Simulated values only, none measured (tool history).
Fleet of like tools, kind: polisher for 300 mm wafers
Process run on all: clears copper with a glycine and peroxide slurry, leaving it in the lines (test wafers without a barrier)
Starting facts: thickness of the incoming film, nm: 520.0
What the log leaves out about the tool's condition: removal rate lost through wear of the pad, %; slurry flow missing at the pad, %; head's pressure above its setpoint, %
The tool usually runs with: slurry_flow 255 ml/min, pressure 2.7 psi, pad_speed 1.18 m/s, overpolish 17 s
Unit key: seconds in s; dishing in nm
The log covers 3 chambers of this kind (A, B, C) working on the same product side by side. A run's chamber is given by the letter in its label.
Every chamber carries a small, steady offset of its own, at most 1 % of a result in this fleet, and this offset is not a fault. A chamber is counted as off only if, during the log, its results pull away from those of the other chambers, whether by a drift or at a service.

| run | hour | slurry_flow | pressure | pad_speed | overpolish | wafers polished on this pad | hours since the slurry nozzle was cleaned | hours since the head pressure was calibrated | seconds | dishing |
|---|---|---|---|---|---|---|---|---|---|---|
| 1B | 9.4 | 255 | 2.7 | 1.18 | 17 | 532 | 425.9 | 782.0 | 78.121 | 70.977 |
| 2C | 15.7 | 255 | 2.7 | 1.18 | 17 | 695 | 99.7 | 284.6 | 76.761 | 71.051 |
| 3A | 24.6 | 255 | 2.7 | 1.18 | 17 | 540 | 494.9 | 146.9 | 77.253 | 71.250 |
|  | 29.7 | chamber A: worn pad replaced by a new one |
| 4B | 30.3 | 255 | 2.7 | 1.18 | 17 | 687 | 446.8 | 802.9 | 76.904 | 71.261 |
| 5A | 36.6 | 255 | 2.7 | 1.18 | 17 | 51 | 506.9 | 158.9 | 79.031 | 70.510 |
| 6C | 43.1 | 255 | 2.7 | 1.18 | 17 | 898 | 127.1 | 312.0 | 75.900 | 71.279 |
|  | 43.8 | chamber B: worn pad replaced by a new one |
| 7B | 52.0 | 255 | 2.7 | 1.18 | 17 | 61 | 468.5 | 824.6 | 80.849 | 71.563 |
| 8C | 59.9 | 255 | 2.7 | 1.18 | 17 | 1022 | 143.9 | 328.8 | 77.052 | 70.701 |
| 9A | 69.4 | 255 | 2.7 | 1.18 | 17 | 293 | 539.7 | 191.7 | 80.294 | 71.693 |
| 10B | 76.1 | 255 | 2.7 | 1.18 | 17 | 239 | 492.6 | 848.7 | 78.261 | 72.846 |
| 11C | 80.7 | 255 | 2.7 | 1.18 | 17 | 1176 | 164.7 | 349.6 | 77.999 | 69.708 |
| 12A | 87.2 | 255 | 2.7 | 1.18 | 17 | 425 | 557.5 | 209.5 | 78.741 | 71.784 |
| 13A | 95.5 | 255 | 2.7 | 1.18 | 17 | 486 | 565.8 | 217.8 | 77.720 | 71.388 |
| 14C | 104.1 | 255 | 2.7 | 1.18 | 17 | 1349 | 188.1 | 373.0 | 79.390 | 68.049 |
|  | 105.6 | chamber A: worn pad replaced by a new one |
| 15B | 111.4 | 255 | 2.7 | 1.18 | 17 | 500 | 527.9 | 884.0 | 75.364 | 71.719 |
| 16B | 117.8 | 255 | 2.7 | 1.18 | 17 | 547 | 534.3 | 890.4 | 78.174 | 71.337 |
| 17C | 124.9 | 255 | 2.7 | 1.18 | 17 | 1503 | 208.9 | 393.8 | 81.483 | 66.175 |
| 18A | 131.3 | 255 | 2.7 | 1.18 | 17 | 190 | 601.6 | 253.6 | 76.732 | 71.518 |
| 19C | 138.1 | 230 | 1.9 | 1.18 | 17 | 1600 | 222.1 | 407.0 | 116.200 | 50.558 |
| 20B | 144.6 | 230 | 1.9 | 1.18 | 17 | 746 | 561.1 | 917.2 | 107.570 | 54.130 |
| 21A | 152.2 | 230 | 1.9 | 1.18 | 17 | 344 | 622.5 | 274.5 | 104.980 | 54.999 |

For the next run the whole fleet of 3 chambers uses the same settings. Give each chamber's results:
| 22A | 159.0 | 255 | 2.3 | 1.18 | 17 |  |  |  | ? | ? |
| 22B | 159.0 | 255 | 2.3 | 1.18 | 17 |  |  |  | ? | ? |
| 22C | 159.0 | 255 | 2.3 | 1.18 | 17 |  |  |  | ? | ? |

| run | seconds | dishing |
|---|---|---|
| 22A | 92.583 | 64.366 |
| 22B | 89.818 | 62.532 |
| 22C | 99.155 | 57.785 |
